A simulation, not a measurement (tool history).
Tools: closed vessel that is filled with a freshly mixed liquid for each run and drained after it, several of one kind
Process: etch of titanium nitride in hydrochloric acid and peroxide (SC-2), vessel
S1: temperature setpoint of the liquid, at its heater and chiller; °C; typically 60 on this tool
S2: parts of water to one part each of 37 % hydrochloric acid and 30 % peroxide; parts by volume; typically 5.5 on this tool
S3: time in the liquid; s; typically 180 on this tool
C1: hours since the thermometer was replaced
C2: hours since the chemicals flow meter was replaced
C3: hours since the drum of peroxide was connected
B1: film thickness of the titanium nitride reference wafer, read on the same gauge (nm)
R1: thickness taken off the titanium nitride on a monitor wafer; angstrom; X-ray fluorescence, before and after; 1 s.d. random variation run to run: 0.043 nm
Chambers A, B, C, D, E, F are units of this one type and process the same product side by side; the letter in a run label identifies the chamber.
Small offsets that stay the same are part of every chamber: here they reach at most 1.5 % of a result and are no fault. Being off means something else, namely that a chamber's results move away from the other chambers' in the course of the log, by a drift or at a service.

Run 1F, hour 5.3: usual settings; C1 321.3; C2 991.4; C3 308.7; B1 129.98. Result: R1 77.311 angstrom.
Run 2D, hour 12.6: usual settings; C1 368.2; C2 550.7; C3 766.5; B1 130.02. Result: R1 76.204 angstrom.
Run 3E, hour 19.6: usual settings; C1 1178.2; C2 797.3; C3 367.9; B1 130.03. Result: R1 77.183 angstrom.
Run 4C, hour 28.0: usual settings; C1 1245.3; C2 94.7; C3 387.9; B1 130.00. Result: R1 76.800 angstrom.
Run 5B, hour 35.2: usual settings; C1 444.6; C2 1068.6; C3 59.6; B1 130.00. Result: R1 77.496 angstrom.
Run 6A, hour 43.1: usual settings; C1 1674.9; C2 1144.1; C3 91.7; B1 130.02. Result: R1 77.035 angstrom.
Run 7A, hour 48.3: usual settings; C1 1680.1; C2 1149.3; C3 96.9; B1 130.01. Result: R1 76.952 angstrom.
Run 8F, hour 53.9: usual settings but S2 4.5 parts by volume, S3 100 s; C1 369.9; C2 1040.0; C3 357.3; B1 129.99. Result: R1 49.658 angstrom.
At hour 57.8: chamber E: new drum of peroxide connected.
Run 9D, hour 60.5: usual settings but S2 4.5 parts by volume, S3 100 s; C1 416.1; C2 598.6; C3 814.4; B1 129.99. Result: R1 48.422 angstrom.
At hour 66.0: chamber A: chemicals flow meter replaced.
Run 10E, hour 68.5: usual settings but S2 4.5 parts by volume, S3 100 s; C1 1227.1; C2 846.2; C3 10.8; B1 130.01. Result: R1 49.591 angstrom.
Run 11C, hour 77.8: usual settings but S2 4.5 parts by volume, S3 100 s; C1 1295.1; C2 144.5; C3 437.7; B1 129.99. Result: R1 49.613 angstrom.
Run 12B, hour 85.1: usual settings but S2 4.5 parts by volume, S3 100 s; C1 494.5; C2 1118.5; C3 109.5; B1 130.02. Result: R1 48.812 angstrom.
Run 13A, hour 91.6: usual settings but S2 4.5 parts by volume, S3 100 s; C1 1723.4; C2 25.7; C3 140.2; B1 130.00. Result: R1 48.738 angstrom.
Run 14F, hour 100.1: usual settings; C1 416.1; C2 1086.2; C3 403.5; B1 130.00. Result: R1 76.850 angstrom.
Run 15B, hour 109.5: usual settings; C1 518.9; C2 1142.9; C3 133.9; B1 130.01. Result: R1 76.285 angstrom.
Run 16C, hour 116.7: usual settings but S2 4.0 parts by volume; C1 1334.0; C2 183.4; C3 476.6; B1 129.99. Result: R1 94.649 angstrom.
Run 17E, hour 123.1: usual settings but S2 4.0 parts by volume; C1 1281.7; C2 900.8; C3 65.4; B1 130.01. Result: R1 96.210 angstrom.
Run 18D, hour 127.8: usual settings but S2 4.0 parts by volume; C1 483.4; C2 665.9; C3 881.7; B1 130.01. Result: R1 94.608 angstrom.
At hour 133.5: chamber C: new drum of peroxide connected.
Run 19E, hour 135.5: usual settings but S2 4.0 parts by volume; C1 1294.1; C2 913.2; C3 77.8; B1 129.98. Result: R1 97.073 angstrom.
Run 20A, hour 145.2: usual settings but S2 4.0 parts by volume; C1 1777.0; C2 79.3; C3 193.8; B1 130.01. Result: R1 94.058 angstrom.
Run 21F, hour 152.5: usual settings but S2 4.0 parts by volume; C1 468.5; C2 1138.6; C3 455.9; B1 130.01. Result: R1 96.486 angstrom.
Run 22B, hour 157.6: usual settings; C1 567.0; C2 1191.0; C3 182.0; B1 129.98. Result: R1 76.911 angstrom.
Run 23D, hour 164.6: usual settings but S3 225 s; C1 520.2; C2 702.7; C3 918.5; B1 130.00. Result: R1 93.539 angstrom.
Run 24C, hour 170.2: usual settings but S3 225 s; C1 1387.5; C2 236.9; C3 36.7; B1 129.98. Result: R1 95.629 angstrom.
Run 25D, hour 177.7: usual settings but S3 225 s; C1 533.3; C2 715.8; C3 931.6; B1 129.98. Result: R1 92.968 angstrom.
Run 26C, hour 183.7: usual settings but S3 225 s; C1 1401.0; C2 250.4; C3 50.2; B1 130.01. Result: R1 96.369 angstrom.
Run 27E, hour 190.4: usual settings but S3 225 s; C1 1349.0; C2 968.1; C3 132.7; B1 130.00. Result: R1 97.135 angstrom.
Run 28B, hour 200.2: usual settings but S3 225 s; C1 609.6; C2 1233.6; C3 224.6; B1 130.00. Result: R1 95.426 angstrom.
Run 29F, hour 208.0: usual settings; C1 524.0; C2 1194.1; C3 511.4; B1 130.01. Result: R1 77.164 angstrom.
Run 30A, hour 216.5: usual settings; C1 1848.3; C2 150.6; C3 265.1; B1 129.98. Result: R1 75.757 angstrom.
Run 31A, hour 223.6: usual settings; C1 1855.4; C2 157.7; C3 272.2; B1 130.00. Result: R1 75.725 angstrom.
At hour 228.9: chamber F: new drum of peroxide connected.
Run 32F, hour 233.3: usual settings; C1 549.3; C2 1219.4; C3 4.4; B1 130.02. Result: R1 76.747 angstrom.
Run 33B, hour 241.8: usual settings; C1 651.2; C2 1275.2; C3 266.2; B1 130.01. Result: R1 76.671 angstrom.
Run 34D, hour 251.9: usual settings; C1 607.5; C2 790.0; C3 1005.8; B1 130.00. Result: R1 73.507 angstrom.
Run 35C, hour 258.8: usual settings; C1 1476.1; C2 325.5; C3 125.3; B1 130.00. Result: R1 76.588 angstrom.
Run 36E, hour 267.3: usual settings; C1 1425.9; C2 1045.0; C3 209.6; B1 129.99. Result: R1 77.038 angstrom.
Run 37F, hour 271.9: usual settings; C1 587.9; C2 1258.0; C3 43.0; B1 130.00. Result: R1 77.601 angstrom.
Run 38C, hour 278.9: usual settings; C1 1496.2; C2 345.6; C3 145.4; B1 129.99. Result: R1 76.591 angstrom.
Run 39E, hour 285.3: usual settings; C1 1443.9; C2 1063.0; C3 227.6; B1 130.00. Result: R1 76.642 angstrom.
Run 40B, hour 295.1: usual settings; C1 704.5; C2 1328.5; C3 319.5; B1 130.02. Result: R1 76.616 angstrom.
Run 41A, hour 301.3: usual settings; C1 1933.1; C2 235.4; C3 349.9; B1 130.01. Result: R1 75.347 angstrom.
Run 42D, hour 308.5: usual settings; C1 664.1; C2 846.6; C3 1062.4; B1 130.02. Result: R1 72.633 angstrom.
Run 43B, hour 315.7: usual settings; C1 725.1; C2 1349.1; C3 340.1; B1 129.99. Result: R1 77.652 angstrom.

Which is it: a chamber that has drifted or been left off by a service, a gauge drift common to all chambers, or only each chamber's usual small offset? If a chamber is off, name it and its likeliest cause.

It is chamber D that slowly wanders off from its peers.
Most likely cause: liquid colder than its thermometer reads (K) = 0.924.
The log may not separate it from: chemicals flow below the setpoint (%); peroxide weaker than its label (%).

Here are 4 candidates for chamber D's next run, each the usual settings with a change, their results left as question marks. Which one brings its results back in line with what the others give on the usual settings?
Counts as in line when no further than this from what the other chambers average on the usual settings: R1 1.500 angstrom
Run 44D-1, hour 322.9: usual settings but S3 175 s. Result: R1 ?.
Run 44D-2, hour 322.9: usual settings but S3 185 s. Result: R1 ?.
Run 44D-3, hour 322.9: usual settings but S1 59 °C. Result: R1 ?.
Run 44D-4, hour 322.9: usual settings but S1 61 °C. Result: R1 ?.

Usual-settings mean across the other chambers: R1 76.730 angstrom
  run      R1
44D-1  69.888
44D-2  73.882
44D-3  67.478
44D-4  76.503
The answer is 44D-4, which returns the chamber to within the allowed miss of the others.
